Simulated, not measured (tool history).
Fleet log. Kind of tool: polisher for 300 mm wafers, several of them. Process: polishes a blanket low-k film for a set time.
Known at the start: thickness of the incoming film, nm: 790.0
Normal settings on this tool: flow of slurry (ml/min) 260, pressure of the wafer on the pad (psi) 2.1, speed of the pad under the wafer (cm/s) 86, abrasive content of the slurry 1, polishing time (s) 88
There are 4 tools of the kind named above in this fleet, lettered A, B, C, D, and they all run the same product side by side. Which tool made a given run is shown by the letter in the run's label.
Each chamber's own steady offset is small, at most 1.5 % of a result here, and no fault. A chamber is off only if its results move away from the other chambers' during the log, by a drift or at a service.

run,hour,flow of slurry (ml/min),pressure of the wafer on the pad (psi),speed of the pad under the wafer (cm/s),abrasive content of the slurry,polishing time (s),wafers polished on this pad,hours since the slurry nozzle was cleaned,hours since the head pressure was calibrated,hours since the slurry blender was calibrated,hours since the conditioning disc was replaced,film removed (Å)
1D,7,260,2.1,86,1,88,220,409.1,418.5,20.9,33.2,333.76
# hour 12.2: chamber C: slurry blender recalibrated
2B,22.1,260,2.1,86,1,88,304,593.9,448.9,66.9,183.4,339.85
# hour 29.6: chamber C: worn pad replaced by a new one
3A,30.9,260,2.1,86,1,88,797,196.1,72.3,128.9,301.9,340.56
4C,42.9,260,2.1,86,1,88,85,69,144,30.8,456.4,341.83
5D,55,260,2.1,86,1,88,530,457.1,466.5,68.9,81.2,336.82
6C,67.8,260,2.1,86,1,88,246,93.9,168.9,55.7,481.3,344.53
# hour 73.6: chamber D: slurry nozzle cleaned
7A,82.4,260,2.1,86,1,88,1129,247.6,123.8,180.4,353.4,328.04
# hour 83.1: chamber A: worn pad replaced by a new one
# hour 83.5: chamber A: slurry blender recalibrated
# hour 97.1: chamber B: conditioning disc replaced and pad reconditioned
8B,98,260,2.1,86,1,88,794,669.8,524.8,142.8,1,336.19
# hour 100.8: chamber B: slurry blender recalibrated
9C,105.2,260,2.1,86,1,88,487,131.3,206.3,93.1,518.7,341.94
10A,117.5,260,2.1,86,1,88,222,282.7,158.9,34,388.5,333.84
# hour 126.6: chamber D: head pressure recalibrated
11D,133.4,260,2.1,86,1,88,1035,59.9,6.9,147.3,159.6,346.4
12B,141.2,260,1.8,86,0.7,88,1072,713,568,40.4,44.2,237.29
# hour 143.4: chamber D: worn pad replaced by a new one
13B,148.6,260,1.8,86,0.7,88,1120,720.4,575.4,47.8,51.6,233.87
# hour 157: chamber C: conditioning disc replaced and pad reconditioned
14D,163.9,260,1.8,86,0.7,88,132,90.4,37.4,177.8,190.1,243.14
15A,177.5,260,1.8,86,0.7,88,608,342.7,218.9,94,448.5,242.58
# hour 181: chamber D: slurry blender recalibrated
# hour 192.7: chamber C: slurry blender recalibrated
16C,193.4,260,2.1,86,1,88,1056,219.5,294.5,0.8,36.4,351.86
17B,205.9,260,2.1,86,0.8,59,1489,777.7,632.7,105.1,108.9,190.23
18C,213.7,260,2.1,86,0.8,59,1187,239.8,314.8,21.1,56.7,206.92
19D,226.2,260,2.1,86,0.8,59,534,152.7,99.7,45.3,252.4,207.93
# hour 227.6: chamber D: conditioning disc replaced and pad reconditioned
# hour 229.5: chamber A: conditioning disc replaced and pad reconditioned
20A,239.5,260,2.1,86,0.8,59,1008,404.7,280.9,156,10,204.38
# hour 243.4: chamber C: worn pad replaced by a new one
# hour 244.5: chamber B: slurry blender recalibrated
21D,250.5,260,2.1,86,1,88,690,177,124,69.6,22.9,339.4
22B,258.5,260,2.1,86,1,88,1828,830.3,685.3,14.1,161.5,302.52
23A,274.3,260,2.1,86,1,88,1232,439.5,315.7,190.8,44.8,336.6
24C,283,260,2.1,86,1,88,255,309.1,384.1,90.4,126,346.42

Next, all 4 chambers run the settings below, one line each with question marks for the results. What does each chamber give?
25A,294.5,260,2.1,86,1,88,,,,,,?
25B,294.5,260,2.1,86,1,88,,,,,,?
25C,294.5,260,2.1,86,1,88,,,,,,?
25D,294.5,260,2.1,86,1,88,,,,,,?

run,film removed (Å)
25A,329.75
25B,301.28
25C,344.96
25D,335.84

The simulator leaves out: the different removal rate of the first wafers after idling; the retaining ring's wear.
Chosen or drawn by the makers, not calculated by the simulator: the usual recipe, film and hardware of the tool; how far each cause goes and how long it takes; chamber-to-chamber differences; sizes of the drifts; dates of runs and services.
